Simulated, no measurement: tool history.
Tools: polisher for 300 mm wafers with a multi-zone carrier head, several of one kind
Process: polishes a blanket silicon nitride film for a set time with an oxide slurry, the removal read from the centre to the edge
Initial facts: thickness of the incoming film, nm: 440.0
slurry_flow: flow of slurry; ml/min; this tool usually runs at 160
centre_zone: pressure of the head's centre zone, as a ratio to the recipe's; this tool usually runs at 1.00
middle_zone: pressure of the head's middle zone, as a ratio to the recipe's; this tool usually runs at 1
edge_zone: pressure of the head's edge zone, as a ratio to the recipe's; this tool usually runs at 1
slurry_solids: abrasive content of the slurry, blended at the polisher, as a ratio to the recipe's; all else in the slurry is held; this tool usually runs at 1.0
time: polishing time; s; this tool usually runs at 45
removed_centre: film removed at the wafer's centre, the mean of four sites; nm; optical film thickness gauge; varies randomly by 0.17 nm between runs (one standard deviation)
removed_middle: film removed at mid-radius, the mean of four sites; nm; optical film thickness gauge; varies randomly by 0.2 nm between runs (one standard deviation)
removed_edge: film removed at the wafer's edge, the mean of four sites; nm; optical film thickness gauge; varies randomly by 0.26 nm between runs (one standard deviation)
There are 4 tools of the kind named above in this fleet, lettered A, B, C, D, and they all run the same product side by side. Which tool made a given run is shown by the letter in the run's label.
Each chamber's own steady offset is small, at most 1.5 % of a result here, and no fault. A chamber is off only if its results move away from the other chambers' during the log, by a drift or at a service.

-- hour=3.9 chamber C: slurry nozzle cleaned
run 1D hour=7.9 | slurry_flow=160 centre_zone=1.00 middle_zone=1 edge_zone=1 slurry_solids=1.0 time=45 | removed_centre=20.071 removed_middle=19.718 removed_edge=19.720
run 2B hour=13.3 | slurry_flow=160 centre_zone=1.00 middle_zone=1 edge_zone=1 slurry_solids=1.0 time=45 | removed_centre=19.477 removed_middle=19.964 removed_edge=20.375
-- hour=15.8 chamber B: worn pad replaced by a new one
run 3A hour=20.1 | slurry_flow=160 centre_zone=1.00 middle_zone=1 edge_zone=1 slurry_solids=1.0 time=45 | removed_centre=20.046 removed_middle=19.793 removed_edge=19.543
run 4C hour=28.5 | slurry_flow=160 centre_zone=1.00 middle_zone=1 edge_zone=1 slurry_solids=1.0 time=45 | removed_centre=19.544 removed_middle=20.092 removed_edge=19.421
run 5D hour=35.0 | slurry_flow=160 centre_zone=1.00 middle_zone=1 edge_zone=1 slurry_solids=1.0 time=45 | removed_centre=19.735 removed_middle=19.376 removed_edge=19.799
-- hour=40.2 chamber C: worn pad replaced by a new one
run 6B hour=42.0 | slurry_flow=160 centre_zone=1.00 middle_zone=1 edge_zone=1 slurry_solids=1.0 time=45 | removed_centre=19.675 removed_middle=20.250 removed_edge=19.879
run 7C hour=54.2 | slurry_flow=160 centre_zone=1.00 middle_zone=1 edge_zone=1 slurry_solids=1.0 time=45 | removed_centre=19.770 removed_middle=20.173 removed_edge=19.943
run 8A hour=61.4 | slurry_flow=160 centre_zone=1.00 middle_zone=1 edge_zone=1 slurry_solids=1.0 time=45 | removed_centre=19.887 removed_middle=19.924 removed_edge=19.290
run 9D hour=68.2 | slurry_flow=160 centre_zone=1.00 middle_zone=1 edge_zone=1 slurry_solids=1.0 time=45 | removed_centre=19.984 removed_middle=19.782 removed_edge=19.605
run 10A hour=74.8 | slurry_flow=160 centre_zone=1.00 middle_zone=1 edge_zone=1 slurry_solids=0.9 time=51 | removed_centre=21.307 removed_middle=21.172 removed_edge=21.358
run 11C hour=85.3 | slurry_flow=160 centre_zone=1.00 middle_zone=1 edge_zone=1 slurry_solids=0.9 time=51 | removed_centre=21.416 removed_middle=21.620 removed_edge=21.632
run 12B hour=91.1 | slurry_flow=160 centre_zone=1.00 middle_zone=1 edge_zone=1 slurry_solids=0.9 time=51 | removed_centre=21.511 removed_middle=21.631 removed_edge=21.281
-- hour=91.5 chamber B: edge zone pressure recalibrated
-- hour=93.2 chamber B: worn pad replaced by a new one
run 13C hour=102.0 | slurry_flow=160 centre_zone=1.00 middle_zone=1 edge_zone=1 slurry_solids=0.9 time=51 | removed_centre=21.529 removed_middle=21.160 removed_edge=21.315
-- hour=102.5 chamber D: worn pad replaced by a new one
-- hour=107.3 chamber C: edge zone pressure recalibrated
run 14B hour=113.0 | slurry_flow=110 centre_zone=1.06 middle_zone=1 edge_zone=1 slurry_solids=1.0 time=45 | removed_centre=19.134 removed_middle=18.646 removed_edge=18.818
run 15D hour=123.4 | slurry_flow=110 centre_zone=1.06 middle_zone=1 edge_zone=1 slurry_solids=1.0 time=45 | removed_centre=19.544 removed_middle=17.881 removed_edge=18.877
-- hour=128.9 chamber A: worn pad replaced by a new one
run 16A hour=129.0 | slurry_flow=110 centre_zone=1.06 middle_zone=1 edge_zone=1 slurry_solids=1.0 time=45 | removed_centre=19.392 removed_middle=18.281 removed_edge=18.515
run 17D hour=139.3 | slurry_flow=110 centre_zone=1.06 middle_zone=1 edge_zone=1 slurry_solids=1.0 time=45 | removed_centre=19.491 removed_middle=18.121 removed_edge=18.442
run 18A hour=147.9 | slurry_flow=160 centre_zone=1.00 middle_zone=1 edge_zone=1 slurry_solids=1.0 time=45 | removed_centre=19.965 removed_middle=19.679 removed_edge=19.680
run 19C hour=159.5 | slurry_flow=160 centre_zone=1.00 middle_zone=1 edge_zone=1 slurry_solids=1.0 time=45 | removed_centre=19.802 removed_middle=19.825 removed_edge=19.784
run 20B hour=167.6 | slurry_flow=160 centre_zone=1.00 middle_zone=1 edge_zone=1 slurry_solids=1.0 time=45 | removed_centre=19.821 removed_middle=19.968 removed_edge=20.116
-- hour=168.7 chamber B: worn pad replaced by a new one
-- hour=175.8 chamber C: worn pad replaced by a new one
run 21C hour=177.1 | slurry_flow=160 centre_zone=1.00 middle_zone=1 edge_zone=1 slurry_solids=1.0 time=45 | removed_centre=20.045 removed_middle=20.030 removed_edge=19.684
run 22D hour=185.9 | slurry_flow=190 centre_zone=1.00 middle_zone=1 edge_zone=1 slurry_solids=1.0 time=45 | removed_centre=20.805 removed_middle=20.273 removed_edge=20.200
run 23A hour=197.0 | slurry_flow=190 centre_zone=1.00 middle_zone=1 edge_zone=1 slurry_solids=1.0 time=45 | removed_centre=20.659 removed_middle=20.348 removed_edge=19.969
-- hour=203.3 chamber D: worn pad replaced by a new one
-- hour=204.2 chamber A: centre zone pressure recalibrated
run 24B hour=207.4 | slurry_flow=190 centre_zone=1.00 middle_zone=1 edge_zone=1 slurry_solids=1.0 time=45 | removed_centre=20.381 removed_middle=20.534 removed_edge=20.558
run 25B hour=215.4 | slurry_flow=190 centre_zone=1.00 middle_zone=1 edge_zone=1 slurry_solids=1.0 time=45 | removed_centre=20.263 removed_middle=20.730 removed_edge=20.464
run 26D hour=224.0 | slurry_flow=120 centre_zone=0.95 middle_zone=1 edge_zone=1 slurry_solids=1.0 time=45 | removed_centre=17.534 removed_middle=18.508 removed_edge=19.064
run 27A hour=229.6 | slurry_flow=120 centre_zone=0.95 middle_zone=1 edge_zone=1 slurry_solids=1.0 time=45 | removed_centre=15.851 removed_middle=18.633 removed_edge=19.111
run 28C hour=239.1 | slurry_flow=120 centre_zone=0.95 middle_zone=1 edge_zone=1 slurry_solids=1.0 time=45 | removed_centre=17.912 removed_middle=18.688 removed_edge=18.870
run 29D hour=251.3 | slurry_flow=120 centre_zone=0.95 middle_zone=1 edge_zone=1 slurry_solids=1.0 time=45 | removed_centre=17.791 removed_middle=18.686 removed_edge=18.959
-- hour=256.9 chamber C: slurry nozzle cleaned
-- hour=261.5 chamber B: worn pad replaced by a new one
run 30B hour=263.0 | slurry_flow=160 centre_zone=0.91 middle_zone=1 edge_zone=1 slurry_solids=1.0 time=30 | removed_centre=11.800 removed_middle=13.490 removed_edge=13.208
run 31C hour=269.7 | slurry_flow=160 centre_zone=0.91 middle_zone=1 edge_zone=1 slurry_solids=1.0 time=30 | removed_centre=11.891 removed_middle=13.547 removed_edge=12.899
-- hour=271.2 chamber A: worn pad replaced by a new one
run 32A hour=278.5 | slurry_flow=160 centre_zone=0.91 middle_zone=1 edge_zone=1 slurry_solids=1.0 time=30 | removed_centre=10.853 removed_middle=13.238 removed_edge=13.109
run 33D hour=288.4 | slurry_flow=160 centre_zone=0.91 middle_zone=1 edge_zone=1 slurry_solids=1.0 time=30 | removed_centre=12.103 removed_middle=13.219 removed_edge=12.981
-- hour=290.4 chamber C: worn pad replaced by a new one
run 34C hour=299.9 | slurry_flow=160 centre_zone=1.00 middle_zone=1 edge_zone=1 slurry_solids=1.0 time=45 | removed_centre=20.016 removed_middle=19.772 removed_edge=19.980
-- hour=304.4 chamber D: worn pad replaced by a new one
run 35B hour=307.3 | slurry_flow=160 centre_zone=1.00 middle_zone=1 edge_zone=1 slurry_solids=1.0 time=45 | removed_centre=19.761 removed_middle=20.164 removed_edge=19.977
run 36A hour=317.3 | slurry_flow=160 centre_zone=1.00 middle_zone=1 edge_zone=1 slurry_solids=1.0 time=45 | removed_centre=18.073 removed_middle=19.307 removed_edge=19.948
run 37B hour=324.0 | slurry_flow=160 centre_zone=1.00 middle_zone=1 edge_zone=1 slurry_solids=1.0 time=45 | removed_centre=19.874 removed_middle=20.244 removed_edge=20.286
run 38A hour=331.2 | slurry_flow=160 centre_zone=1.00 middle_zone=1 edge_zone=1 slurry_solids=1.0 time=45 | removed_centre=18.190 removed_middle=19.641 removed_edge=19.816
run 39C hour=337.9 | slurry_flow=160 centre_zone=1.00 middle_zone=1 edge_zone=1 slurry_solids=1.0 time=45 | removed_centre=20.192 removed_middle=20.086 removed_edge=19.921
run 40D hour=346.4 | slurry_flow=160 centre_zone=1.00 middle_zone=1 edge_zone=1 slurry_solids=1.0 time=45 | removed_centre=19.954 removed_middle=19.483 removed_edge=19.749
run 41A hour=355.7 | slurry_flow=160 centre_zone=1.00 middle_zone=1 edge_zone=1 slurry_solids=1.0 time=45 | removed_centre=18.059 removed_middle=19.764 removed_edge=19.850
run 42D hour=361.1 | slurry_flow=160 centre_zone=1.00 middle_zone=1 edge_zone=1 slurry_solids=1.0 time=45 | removed_centre=20.154 removed_middle=19.550 removed_edge=19.771
run 43C hour=366.7 | slurry_flow=160 centre_zone=1.00 middle_zone=1 edge_zone=1 slurry_solids=1.0 time=45 | removed_centre=19.692 removed_middle=19.918 removed_edge=19.583

Does one chamber stand apart from the rest, does the shared gauge drift, or is all well apart from small per-chamber offsets? Give the chamber and the most likely cause, where there is one.

A service on chamber A put it out of line with the rest.
Cause: centre zone's pressure below its setpoint, % = 8.44.

Chamber A could run next with any of the 4 candidate recipes listed below; each alters the usual settings, and their results appear as question marks. Which one brings its results back in line with what the other chambers deliver on the usual settings?
A result is in line if it is within this distance of the other chambers' mean on the usual settings: removed_centre 0.580 nm; removed_middle 0.700 nm; removed_edge 0.900 nm
run 44A-1 hour=375.5 | slurry_flow=160 centre_zone=1.03 middle_zone=1.00 edge_zone=0.99 slurry_solids=1.0 time=45 | removed_centre=? removed_middle=? removed_edge=?
run 44A-2 hour=375.5 | slurry_flow=165 centre_zone=1.07 middle_zone=0.99 edge_zone=0.97 slurry_solids=1.0 time=45 | removed_centre=? removed_middle=? removed_edge=?
run 44A-3 hour=375.5 | slurry_flow=160 centre_zone=0.97 middle_zone=1.00 edge_zone=1.01 slurry_solids=1.0 time=45 | removed_centre=? removed_middle=? removed_edge=?
run 44A-4 hour=375.5 | slurry_flow=155 centre_zone=0.93 middle_zone=1.01 edge_zone=1.03 slurry_solids=1.0 time=45 | removed_centre=? removed_middle=? removed_edge=?

Mean of the other chambers on the usual settings: removed_centre 19.886 nm; removed_middle 19.895 nm; removed_edge 19.865 nm
run=44A-1 removed_centre=18.754 removed_middle=19.586 removed_edge=19.813
run=44A-2 removed_centre=19.662 removed_middle=19.507 removed_edge=19.686
run=44A-3 removed_centre=17.568 removed_middle=19.591 removed_edge=20.019
run=44A-4 removed_centre=16.670 removed_middle=19.662 removed_edge=20.139
With 44A-2, the chamber falls back in line with the rest.
